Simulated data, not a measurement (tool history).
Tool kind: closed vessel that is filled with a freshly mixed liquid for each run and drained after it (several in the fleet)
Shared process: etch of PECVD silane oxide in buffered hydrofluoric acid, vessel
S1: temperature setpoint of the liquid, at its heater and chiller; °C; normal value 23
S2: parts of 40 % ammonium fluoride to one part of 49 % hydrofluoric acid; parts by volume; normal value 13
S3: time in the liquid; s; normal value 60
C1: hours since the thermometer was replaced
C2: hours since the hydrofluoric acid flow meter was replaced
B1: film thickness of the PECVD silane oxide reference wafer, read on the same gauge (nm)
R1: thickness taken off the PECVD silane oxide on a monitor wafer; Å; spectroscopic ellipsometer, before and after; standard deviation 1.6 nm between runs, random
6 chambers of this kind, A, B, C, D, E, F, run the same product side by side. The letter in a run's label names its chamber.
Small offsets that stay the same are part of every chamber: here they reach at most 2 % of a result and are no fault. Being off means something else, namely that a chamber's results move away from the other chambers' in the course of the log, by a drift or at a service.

run 1B hour=14.2 | S1=23 S2=13 S3=60 | C1=333 C2=1265.8 | B1=150.04 | R1=1712.4
-- hour=19 chamber E: hydrofluoric acid flow meter replaced
run 2F hour=26.2 | S1=23 S2=13 S3=60 | C1=391.8 C2=1597.2 | B1=149.97 | R1=1714.6
-- hour=28.5 chamber A: thermometer replaced
run 3C hour=34.9 | S1=23 S2=13 S3=60 | C1=1500 C2=917 | B1=150.03 | R1=1747.2
run 4A hour=41.8 | S1=23 S2=13 S3=60 | C1=13.3 C2=392.3 | B1=149.94 | R1=1700.3
run 5D hour=48 | S1=23 S2=13 S3=60 | C1=1218.9 C2=390.7 | B1=150.07 | R1=1699.9
run 6E hour=54.9 | S1=23 S2=13 S3=60 | C1=1154.5 C2=36 | B1=149.94 | R1=1741.8
run 7C hour=62.7 | S1=23 S2=13 S3=60 | C1=1527.8 C2=944.8 | B1=150.04 | R1=1721.6
run 8B hour=70.7 | S1=23 S2=13 S3=60 | C1=389.5 C2=1322.3 | B1=150.05 | R1=1690.9
run 9D hour=80.9 | S1=23 S2=13 S3=60 | C1=1251.8 C2=423.6 | B1=149.98 | R1=1727.8
run 10F hour=90.3 | S1=23 S2=13 S3=60 | C1=455.9 C2=1661.3 | B1=149.98 | R1=1717.4
run 11A hour=97.5 | S1=23 S2=13 S3=60 | C1=69 C2=448 | B1=150.03 | R1=1749.4
run 12E hour=106.6 | S1=23 S2=13 S3=60 | C1=1206.2 C2=87.7 | B1=149.94 | R1=1713.3
run 13D hour=117.1 | S1=23 S2=13 S3=60 | C1=1288 C2=459.8 | B1=149.97 | R1=1688.5
run 14E hour=129.2 | S1=23 S2=13 S3=60 | C1=1228.8 C2=110.3 | B1=149.97 | R1=1736.6
run 15C hour=141.7 | S1=23 S2=13 S3=60 | C1=1606.8 C2=1023.8 | B1=150.04 | R1=1778.2
run 16F hour=154.9 | S1=23 S2=13 S3=60 | C1=520.5 C2=1725.9 | B1=149.96 | R1=1718.5
run 17A hour=164.3 | S1=23 S2=13 S3=60 | C1=135.8 C2=514.8 | B1=149.99 | R1=1738.2
run 18B hour=178.4 | S1=23 S2=13 S3=60 | C1=497.2 C2=1430 | B1=150.04 | R1=1679.9
run 19B hour=189.1 | S1=23 S2=13 S3=60 | C1=507.9 C2=1440.7 | B1=149.99 | R1=1704
run 20F hour=200.2 | S1=23 S2=13 S3=60 | C1=565.8 C2=1771.2 | B1=149.99 | R1=1686.3
run 21E hour=208 | S1=23 S2=13 S3=60 | C1=1307.6 C2=189.1 | B1=150.05 | R1=1708.8
run 22D hour=221.3 | S1=23 S2=13 S3=60 | C1=1392.2 C2=564 | B1=150 | R1=1744.1
run 23C hour=234.8 | S1=23 S2=13 S3=60 | C1=1699.9 C2=1116.9 | B1=150 | R1=1725.7
run 24A hour=243.8 | S1=23 S2=13 S3=60 | C1=215.3 C2=594.3 | B1=150.03 | R1=1713
run 25C hour=253.4 | S1=19 S2=11 S3=60 | C1=1718.5 C2=1135.5 | B1=150.01 | R1=1665.9
run 26D hour=262.4 | S1=19 S2=11 S3=60 | C1=1433.3 C2=605.1 | B1=150.01 | R1=1638
run 27A hour=269.5 | S1=19 S2=11 S3=60 | C1=241 C2=620 | B1=149.96 | R1=1628.9
run 28E hour=278.6 | S1=19 S2=11 S3=60 | C1=1378.2 C2=259.7 | B1=149.97 | R1=1613.1
run 29F hour=288.9 | S1=19 S2=11 S3=60 | C1=654.5 C2=1859.9 | B1=149.98 | R1=1597.8
run 30B hour=297.3 | S1=19 S2=11 S3=60 | C1=616.1 C2=1548.9 | B1=149.98 | R1=1622.5
run 31F hour=310.1 | S1=23 S2=13 S3=60 | C1=675.7 C2=1881.1 | B1=149.96 | R1=1723.3
run 32B hour=317.8 | S1=23 S2=13 S3=60 | C1=636.6 C2=1569.4 | B1=149.99 | R1=1723.7
run 33E hour=329.7 | S1=23 S2=13 S3=60 | C1=1429.3 C2=310.8 | B1=149.99 | R1=1723.8
run 34A hour=343.4 | S1=23 S2=13 S3=60 | C1=314.9 C2=693.9 | B1=150 | R1=1725.8
run 35C hour=353.4 | S1=23 S2=13 S3=60 | C1=1818.5 C2=1235.5 | B1=149.97 | R1=1703.5
run 36D hour=367.3 | S1=23 S2=13 S3=60 | C1=1538.2 C2=710 | B1=150 | R1=1850
run 37F hour=381.3 | S1=23 S2=18 S3=40 | C1=746.9 C2=1952.3 | B1=150.04 | R1=819.73
run 38D hour=390.1 | S1=23 S2=18 S3=40 | C1=1561 C2=732.8 | B1=149.98 | R1=893.37
run 39C hour=404 | S1=23 S2=18 S3=40 | C1=1869.1 C2=1286.1 | B1=150 | R1=843.8
run 40B hour=415.4 | S1=23 S2=18 S3=40 | C1=734.2 C2=1667 | B1=150.02 | R1=823.04
run 41E hour=426.3 | S1=23 S2=18 S3=40 | C1=1525.9 C2=407.4 | B1=149.99 | R1=836.64
run 42A hour=440.7 | S1=23 S2=18 S3=40 | C1=412.2 C2=791.2 | B1=149.97 | R1=844.8
run 43E hour=454.5 | S1=23 S2=13 S3=60 | C1=1554.1 C2=435.6 | B1=149.98 | R1=1714.6
run 44D hour=464.1 | S1=23 S2=13 S3=60 | C1=1635 C2=806.8 | B1=150.01 | R1=1869.9

Next, all 6 chambers run the settings below, one line each with question marks for the results. What does each chamber give?
run 45A hour=474.5 | S1=18 S2=13 S3=60 | R1=?
run 45B hour=474.5 | S1=18 S2=13 S3=60 | R1=?
run 45C hour=474.5 | S1=18 S2=13 S3=60 | R1=?
run 45D hour=474.5 | S1=18 S2=13 S3=60 | R1=?
run 45E hour=474.5 | S1=18 S2=13 S3=60 | R1=?
run 45F hour=474.5 | S1=18 S2=13 S3=60 | R1=?

run=45A R1=1301.3
run=45B R1=1289
run=45C R1=1297.7
run=45D R1=1415
run=45E R1=1338.6
run=45F R1=1301.3

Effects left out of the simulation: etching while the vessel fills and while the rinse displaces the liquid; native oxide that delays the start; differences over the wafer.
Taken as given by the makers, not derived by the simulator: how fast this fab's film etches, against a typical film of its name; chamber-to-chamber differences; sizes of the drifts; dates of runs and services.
